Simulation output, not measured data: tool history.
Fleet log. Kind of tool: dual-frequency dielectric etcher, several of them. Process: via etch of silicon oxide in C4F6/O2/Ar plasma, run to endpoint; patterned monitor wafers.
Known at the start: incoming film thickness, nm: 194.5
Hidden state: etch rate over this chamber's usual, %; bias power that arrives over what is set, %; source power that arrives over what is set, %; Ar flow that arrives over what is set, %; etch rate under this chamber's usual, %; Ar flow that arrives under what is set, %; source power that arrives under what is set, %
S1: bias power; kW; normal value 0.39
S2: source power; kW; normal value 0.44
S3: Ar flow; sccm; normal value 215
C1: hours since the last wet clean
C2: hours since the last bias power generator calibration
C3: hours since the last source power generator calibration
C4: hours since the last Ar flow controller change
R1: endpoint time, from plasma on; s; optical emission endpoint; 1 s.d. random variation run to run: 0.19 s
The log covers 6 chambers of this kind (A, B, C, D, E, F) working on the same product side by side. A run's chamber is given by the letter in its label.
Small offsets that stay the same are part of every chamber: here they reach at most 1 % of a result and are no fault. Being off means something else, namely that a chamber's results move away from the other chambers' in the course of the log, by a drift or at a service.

{"run": "1F", "day": 0.225, "S1": 0.39, "S2": 0.44, "S3": 215, "C1": 399.5, "C2": 1988.5, "C3": 2431.7, "C4": 271.4, "R1": 43.111}
{"run": "2A", "day": 0.546, "S1": 0.39, "S2": 0.44, "S3": 215, "C1": 520.4, "C2": 2864.3, "C3": 1663.9, "C4": 412.5, "R1": 43.622}
{"run": "3C", "day": 0.908, "S1": 0.39, "S2": 0.44, "S3": 215, "C1": 98, "C2": 1550.5, "C3": 1228.2, "C4": 1475.4, "R1": 43.432}
{"run": "4D", "day": 1.329, "S1": 0.39, "S2": 0.44, "S3": 215, "C1": 569.7, "C2": 354.4, "C3": 1598.7, "C4": 3728.3, "R1": 43.818}
{"run": "5E", "day": 1.646, "S1": 0.39, "S2": 0.44, "S3": 190, "C1": 83.1, "C2": 1395, "C3": 2392, "C4": 3938.9, "R1": 43.376}
{"run": "6B", "day": 1.958, "S1": 0.39, "S2": 0.44, "S3": 190, "C1": 87.2, "C2": 1587.4, "C3": 2216.3, "C4": 1857.5, "R1": 42.874}
{"run": "7C", "day": 2.254, "S1": 0.39, "S2": 0.44, "S3": 190, "C1": 130.3, "C2": 1582.8, "C3": 1260.5, "C4": 1507.7, "R1": 42.587}
{"day": 2.275, "done": "chamber A: wet clean of the chamber"}
{"run": "8F", "day": 2.558, "S1": 0.39, "S2": 0.44, "S3": 190, "C1": 455.5, "C2": 2044.5, "C3": 2487.7, "C4": 327.4, "R1": 42.448}
{"run": "9A", "day": 2.867, "S1": 0.39, "S2": 0.44, "S3": 190, "C1": 14.3, "C2": 2920, "C3": 1719.6, "C4": 468.2, "R1": 43.173}
{"run": "10D", "day": 3.329, "S1": 0.39, "S2": 0.44, "S3": 190, "C1": 617.7, "C2": 402.4, "C3": 1646.7, "C4": 3776.3, "R1": 42.989}
{"run": "11B", "day": 3.575, "S1": 0.39, "S2": 0.44, "S3": 215, "C1": 126, "C2": 1626.2, "C3": 2255.1, "C4": 1896.3, "R1": 43.099}
{"run": "12E", "day": 4.042, "S1": 0.39, "S2": 0.44, "S3": 215, "C1": 140.6, "C2": 1452.5, "C3": 2449.5, "C4": 3996.4, "R1": 43.682}
{"day": 4.471, "done": "chamber D: wet clean of the chamber"}
{"run": "13A", "day": 4.538, "S1": 0.39, "S2": 0.44, "S3": 240, "C1": 54.4, "C2": 2960.1, "C3": 1759.7, "C4": 508.3, "R1": 44.103}
{"run": "14C", "day": 4.792, "S1": 0.39, "S2": 0.44, "S3": 240, "C1": 191.2, "C2": 1643.7, "C3": 1321.4, "C4": 1568.6, "R1": 44.207}
{"run": "15B", "day": 5.15, "S1": 0.39, "S2": 0.44, "S3": 240, "C1": 163.8, "C2": 1664, "C3": 2292.9, "C4": 1934.1, "R1": 43.543}
{"run": "16F", "day": 5.388, "S1": 0.39, "S2": 0.44, "S3": 240, "C1": 523.4, "C2": 2112.4, "C3": 2555.6, "C4": 395.3, "R1": 43.971}
{"day": 5.688, "done": "chamber F: wet clean of the chamber"}
{"run": "17D", "day": 5.754, "S1": 0.39, "S2": 0.44, "S3": 240, "C1": 30.8, "C2": 460.6, "C3": 1704.9, "C4": 3834.5, "R1": 44.253}
{"run": "18E", "day": 6.188, "S1": 0.39, "S2": 0.44, "S3": 240, "C1": 192.1, "C2": 1504, "C3": 2501, "C4": 4047.9, "R1": 44.588}
{"run": "19D", "day": 6.508, "S1": 0.39, "S2": 0.44, "S3": 215, "C1": 48.9, "C2": 478.7, "C3": 1723, "C4": 3852.6, "R1": 43.831}
{"run": "20E", "day": 6.762, "S1": 0.39, "S2": 0.44, "S3": 215, "C1": 205.9, "C2": 1517.8, "C3": 2514.8, "C4": 4061.7, "R1": 44.052}
{"run": "21C", "day": 7.079, "S1": 0.39, "S2": 0.44, "S3": 215, "C1": 246.1, "C2": 1698.6, "C3": 1376.3, "C4": 1623.5, "R1": 43.477}
{"run": "22B", "day": 7.354, "S1": 0.39, "S2": 0.51, "S3": 258, "C1": 216.7, "C2": 1716.9, "C3": 2345.8, "C4": 1987, "R1": 41.89}
{"run": "23A", "day": 7.638, "S1": 0.39, "S2": 0.51, "S3": 258, "C1": 128.8, "C2": 3034.5, "C3": 1834.1, "C4": 582.7, "R1": 42.136}
{"run": "24F", "day": 7.925, "S1": 0.39, "S2": 0.51, "S3": 258, "C1": 53.7, "C2": 2173.3, "C3": 2616.5, "C4": 456.2, "R1": 41.623}
{"run": "25D", "day": 8.262, "S1": 0.39, "S2": 0.51, "S3": 258, "C1": 91, "C2": 520.8, "C3": 1765.1, "C4": 3894.7, "R1": 42.251}
{"run": "26F", "day": 8.533, "S1": 0.39, "S2": 0.51, "S3": 258, "C1": 68.3, "C2": 2187.9, "C3": 2631.1, "C4": 470.8, "R1": 41.85}
{"run": "27B", "day": 8.75, "S1": 0.39, "S2": 0.51, "S3": 258, "C1": 250.2, "C2": 1750.4, "C3": 2379.3, "C4": 2020.5, "R1": 42.135}
{"run": "28E", "day": 9.171, "S1": 0.39, "S2": 0.44, "S3": 215, "C1": 263.7, "C2": 1575.6, "C3": 2572.6, "C4": 4119.5, "R1": 43.861}
{"run": "29A", "day": 9.562, "S1": 0.39, "S2": 0.44, "S3": 215, "C1": 175, "C2": 3080.7, "C3": 1880.3, "C4": 628.9, "R1": 43.804}
{"run": "30C", "day": 9.842, "S1": 0.39, "S2": 0.44, "S3": 215, "C1": 312.4, "C2": 1764.9, "C3": 1442.6, "C4": 1689.8, "R1": 43.181}
{"run": "31B", "day": 10.229, "S1": 0.39, "S2": 0.44, "S3": 215, "C1": 285.7, "C2": 1785.9, "C3": 2414.8, "C4": 2056, "R1": 43.126}
{"run": "32F", "day": 10.462, "S1": 0.465, "S2": 0.44, "S3": 215, "C1": 114.6, "C2": 2234.2, "C3": 2677.4, "C4": 517.1, "R1": 40.757}
{"run": "33D", "day": 10.733, "S1": 0.465, "S2": 0.44, "S3": 215, "C1": 150.3, "C2": 580.1, "C3": 1824.4, "C4": 3954, "R1": 40.936}
{"run": "34E", "day": 11.162, "S1": 0.465, "S2": 0.44, "S3": 215, "C1": 311.5, "C2": 1623.4, "C3": 2620.4, "C4": 4167.3, "R1": 41.337}
{"run": "35A", "day": 11.654, "S1": 0.465, "S2": 0.44, "S3": 215, "C1": 225.2, "C2": 3130.9, "C3": 1930.5, "C4": 679.1, "R1": 40.959}
{"run": "36C", "day": 11.967, "S1": 0.465, "S2": 0.44, "S3": 215, "C1": 363.4, "C2": 1815.9, "C3": 1493.6, "C4": 1740.8, "R1": 40.722}
{"run": "37D", "day": 12.454, "S1": 0.465, "S2": 0.44, "S3": 215, "C1": 191.6, "C2": 621.4, "C3": 1865.7, "C4": 3995.3, "R1": 41.321}
{"run": "38A", "day": 12.775, "S1": 0.308, "S2": 0.44, "S3": 263, "C1": 252.1, "C2": 3157.8, "C3": 1957.4, "C4": 706, "R1": 48.49}
{"run": "39B", "day": 13.167, "S1": 0.308, "S2": 0.44, "S3": 263, "C1": 356.2, "C2": 1856.4, "C3": 2485.3, "C4": 2126.5, "R1": 48.413}
{"run": "40F", "day": 13.558, "S1": 0.308, "S2": 0.44, "S3": 263, "C1": 188.9, "C2": 2308.5, "C3": 2751.7, "C4": 591.4, "R1": 48.058}
{"run": "41C", "day": 13.933, "S1": 0.308, "S2": 0.44, "S3": 263, "C1": 410.6, "C2": 1863.1, "C3": 1540.8, "C4": 1788, "R1": 48.271}

The same settings go to every chamber for the next run, one line per chamber below. Forecast the results for each:
{"run": "42A", "day": 14.288, "S1": 0.39, "S2": 0.47, "S3": 215, "R1": "?"}
{"run": "42B", "day": 14.288, "S1": 0.39, "S2": 0.47, "S3": 215, "R1": "?"}
{"run": "42C", "day": 14.288, "S1": 0.39, "S2": 0.47, "S3": 215, "R1": "?"}
{"run": "42D", "day": 14.288, "S1": 0.39, "S2": 0.47, "S3": 215, "R1": "?"}
{"run": "42E", "day": 14.288, "S1": 0.39, "S2": 0.47, "S3": 215, "R1": "?"}
{"run": "42F", "day": 14.288, "S1": 0.39, "S2": 0.47, "S3": 215, "R1": "?"}

run=42A R1=41.99
run=42B R1=42.536
run=42C R1=42.441
run=42D R1=43.044
run=42E R1=43.311
run=42F R1=42.278
